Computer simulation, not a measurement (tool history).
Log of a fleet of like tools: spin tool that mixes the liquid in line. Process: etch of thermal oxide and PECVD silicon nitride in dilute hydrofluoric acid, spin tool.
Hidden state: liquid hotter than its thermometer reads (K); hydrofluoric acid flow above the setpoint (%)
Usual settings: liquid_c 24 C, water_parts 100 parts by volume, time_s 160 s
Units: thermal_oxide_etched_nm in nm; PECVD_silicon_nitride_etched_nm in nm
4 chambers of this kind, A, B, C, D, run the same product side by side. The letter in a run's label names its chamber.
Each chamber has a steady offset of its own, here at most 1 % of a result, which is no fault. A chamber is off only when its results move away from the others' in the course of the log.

run,hour,liquid_c,water_parts,time_s,hours since the thermometer was replaced,hours since the hydrofluoric acid flow meter was replaced,"read-back film thickness of the thermal oxide reference wafer, read on the same gauge (nm)","read-back film thickness of the PECVD silicon nitride reference wafer, read on the same gauge (nm)",thermal_oxide_etched_nm,PECVD_silicon_nitride_etched_nm
1B,3,24,100,160,1162.7,258,110,89.967,7.1867,3.7102
2A,6,24,100,160,498.3,475.1,110,89.952,7.1986,3.6851
3C,9.2,24,100,160,934.1,629.9,110,90.004,7.136,3.6902
4D,11.7,24,100,160,1680.1,236,110.03,89.994,7.2327,3.7164
5D,14.7,26.5,100,160,1683.1,239,109.99,89.995,7.972,4.413
6B,18.1,26.5,100,160,1177.8,273.1,109.97,89.978,7.9192,4.4205
7C,21.9,26.5,100,160,946.8,642.6,109.98,89.982,7.9165,4.4593
8A,24.8,26.5,100,160,517.1,493.9,110,90.005,7.9668,4.334
9B,29.2,24,100,160,1188.9,284.2,109.97,90.006,7.1261,3.7281
# hour 32.3: chamber D: thermometer replaced
10A,33.5,24,100,160,525.8,502.6,110,90.059,7.2056,3.709
11C,37,24,100,160,961.9,657.7,109.95,89.991,7.1441,3.7738
12D,41,24,100,160,8.7,265.3,110.01,89.98,7.0291,3.6465
13B,43.7,24,100,160,1203.4,298.7,110.01,89.995,7.2207,3.7509
14C,46.9,24,100,160,971.8,667.6,110.02,89.965,7.2364,3.8336
15D,51.8,24,100,160,19.5,276.1,110.01,89.962,7.0525,3.7064
16A,54.8,24,100,160,547.1,523.9,109.98,90.006,7.1328,3.7061
17A,58.5,24,100,160,550.8,527.6,109.97,90.018,7.2109,3.7341
18C,62.8,24,100,160,987.7,683.5,109.97,89.997,7.2851,3.8185
19D,65.2,24,100,160,32.9,289.5,109.97,90.012,7.0417,3.7279
20B,67.4,24,100,160,1227.1,322.4,110,90.062,7.2841,3.7645
21A,70.3,24,100,160,562.6,539.4,109.99,90.04,7.214,3.7241
22B,72.6,24,50,200,1232.3,327.6,109.99,90.034,19.599,9.4449
23D,77.3,24,50,200,45,301.6,110,90.02,19.835,9.3706
24C,80.1,24,50,200,1005,700.8,109.98,90.031,19.093,9.267
25A,82.9,24,50,200,575.2,552,110.02,90.011,19.747,9.3637
26B,86.9,24,100,160,1246.6,341.9,110,90.047,7.4295,3.8416
27C,90,22,100,80,1014.9,710.7,109.98,89.984,3.325,1.6427
28D,92.7,22,100,80,60.4,317,110,89.985,3.3008,1.5938
29A,97.2,22,100,80,589.5,566.3,109.99,89.983,3.3362,1.6245
30B,101,22,100,80,1260.7,356,109.99,89.947,3.5275,1.7031
31C,104.7,24,60,160,1029.6,725.4,109.97,90.049,12.326,6.1544
32D,109.6,24,60,160,77.3,333.9,110.02,89.995,12.826,6.13
33D,112.6,24,60,160,80.3,336.9,110.02,90.002,12.719,6.2028
34B,116.8,24,60,160,1276.5,371.8,109.99,89.979,13.341,6.58
35C,119.4,24,100,160,1044.3,740.1,109.99,89.981,7.1958,3.7513
36A,122.8,24,100,160,615.1,591.9,109.98,89.999,7.1569,3.7332
37C,127,24,100,160,1051.9,747.7,109.99,89.979,7.1634,3.767
38A,130,24,100,160,622.3,599.1,110.03,89.995,7.1814,3.7619
39D,134.2,24,100,160,101.9,358.5,110.05,90.013,7.2625,3.7817
40B,139,24,100,160,1298.7,394,110.01,90.002,7.7341,4.021
41A,143.6,24,100,160,635.9,612.7,109.97,89.986,7.1843,3.7202
42C,148.2,24,100,160,1073.1,768.9,110.03,89.98,7.0721,3.7702
43B,153.1,24,100,160,1312.8,408.1,110.01,89.99,7.9763,4.1452

All 4 chambers run these settings next. Forecast each chamber's results:
44A,156.6,24,75,160,,,,,?,?
44B,156.6,24,75,160,,,,,?,?
44C,156.6,24,75,160,,,,,?,?
44D,156.6,24,75,160,,,,,?,?

run,thermal_oxide_etched_nm,PECVD_silicon_nitride_etched_nm
44A,9.8497,4.9756
44B,11.144,5.4403
44C,9.939,4.9555
44D,9.984,4.9734

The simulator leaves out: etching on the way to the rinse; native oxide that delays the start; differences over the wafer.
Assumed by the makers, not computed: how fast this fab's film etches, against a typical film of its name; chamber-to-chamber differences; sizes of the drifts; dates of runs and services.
